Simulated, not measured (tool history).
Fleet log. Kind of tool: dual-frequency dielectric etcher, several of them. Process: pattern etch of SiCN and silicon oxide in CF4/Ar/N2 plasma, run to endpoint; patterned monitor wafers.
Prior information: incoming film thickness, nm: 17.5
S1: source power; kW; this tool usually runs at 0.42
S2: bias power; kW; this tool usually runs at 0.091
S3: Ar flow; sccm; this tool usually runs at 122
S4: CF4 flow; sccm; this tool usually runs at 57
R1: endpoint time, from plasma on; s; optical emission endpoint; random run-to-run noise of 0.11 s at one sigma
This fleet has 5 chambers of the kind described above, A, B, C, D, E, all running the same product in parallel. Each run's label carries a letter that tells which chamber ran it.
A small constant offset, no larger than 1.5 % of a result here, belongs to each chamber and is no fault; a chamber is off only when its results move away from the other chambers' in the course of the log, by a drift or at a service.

| run | hour | S1 | S2 | S3 | S4 | R1 |
|---|---|---|---|---|---|---|
| 1B | 12 | 0.42 | 0.091 | 122 | 57 | 21.253 |
| 2E | 22.5 | 0.42 | 0.091 | 122 | 57 | 21.043 |
| 3C | 33.9 | 0.42 | 0.091 | 122 | 57 | 21.086 |
|  | 38.9 | chamber C: source power generator calibrated |
| 4A | 42.4 | 0.42 | 0.091 | 122 | 57 | 20.9 |
|  | 48.5 | chamber B: source power generator calibrated |
| 5D | 51 | 0.42 | 0.091 | 122 | 57 | 21.141 |
|  | 55.4 | chamber D: bias power generator calibrated |
| 6A | 63.7 | 0.42 | 0.091 | 122 | 57 | 21.039 |
| 7B | 73.4 | 0.42 | 0.091 | 122 | 57 | 21.442 |
| 8E | 79.2 | 0.42 | 0.091 | 122 | 57 | 21.119 |
| 9D | 85.2 | 0.42 | 0.091 | 122 | 57 | 21.079 |
| 10C | 96.2 | 0.42 | 0.091 | 122 | 57 | 21.173 |
| 11E | 102.5 | 0.42 | 0.091 | 122 | 57 | 20.859 |
| 12A | 113.4 | 0.42 | 0.091 | 122 | 57 | 20.931 |
|  | 116.3 | chamber D: wet clean of the chamber |
|  | 122 | chamber A: wet clean of the chamber |
| 13C | 123.8 | 0.42 | 0.098 | 122 | 48 | 20.968 |
| 14B | 133 | 0.42 | 0.098 | 122 | 48 | 21.325 |
|  | 133.2 | chamber B: CF4 flow controller replaced |
| 15D | 142.7 | 0.42 | 0.098 | 122 | 48 | 21.89 |
| 16D | 151.3 | 0.42 | 0.098 | 122 | 48 | 21.833 |
| 17E | 157.8 | 0.42 | 0.098 | 122 | 48 | 20.91 |
| 18B | 167.5 | 0.42 | 0.091 | 122 | 57 | 21.283 |
| 19A | 173.4 | 0.42 | 0.091 | 122 | 57 | 20.879 |
|  | 179.9 | chamber C: wet clean of the chamber |
| 20C | 180.2 | 0.42 | 0.091 | 122 | 57 | 21.135 |
| 21D | 186.8 | 0.42 | 0.091 | 122 | 57 | 21.891 |
| 22B | 194.8 | 0.42 | 0.091 | 122 | 57 | 21.372 |
| 23E | 206.7 | 0.42 | 0.091 | 122 | 57 | 21.008 |
| 24C | 215.7 | 0.42 | 0.091 | 122 | 57 | 21.052 |
|  | 220.4 | chamber B: wet clean of the chamber |
| 25A | 226.4 | 0.42 | 0.091 | 122 | 57 | 21.006 |
| 26A | 233.3 | 0.37 | 0.091 | 112 | 57 | 22.9 |
| 27E | 240.8 | 0.37 | 0.091 | 112 | 57 | 23.134 |
| 28C | 248.8 | 0.37 | 0.091 | 112 | 57 | 23.196 |
| 29D | 261.2 | 0.37 | 0.091 | 112 | 57 | 24.418 |
| 30B | 271.1 | 0.37 | 0.091 | 112 | 57 | 23.419 |

Is one chamber off against the others, does the gauge drift, or is nothing wrong? If a chamber is off, say which, and what the likeliest cause is.

The work done on chamber D during a service left it standing apart from the others.
Cause: etch rate under this chamber's usual, % = 3.89.

Here are 4 candidates for chamber D's next run, each the usual settings with a change, their results left as question marks. Which one brings its results back in line with what the others give on the usual settings?
In line means no further than this from the other chambers' mean on the usual settings: R1 0.39 s
| 31D-1 | 280.4 | 0.42 | 0.093 | 122 | 58 | ? |
| 31D-2 | 280.4 | 0.44 | 0.093 | 121 | 57 | ? |
| 31D-3 | 280.4 | 0.42 | 0.089 | 122 | 56 | ? |
| 31D-4 | 280.4 | 0.4 | 0.091 | 123 | 57 | ? |

On the usual settings, the other chambers give on average: R1 21.053 s
| run | R1 |
|---|---|
| 31D-1 | 21.779 |
| 31D-2 | 20.933 |
| 31D-3 | 22.262 |
| 31D-4 | 23.012 |
With 31D-2, the chamber falls back in line with the rest.
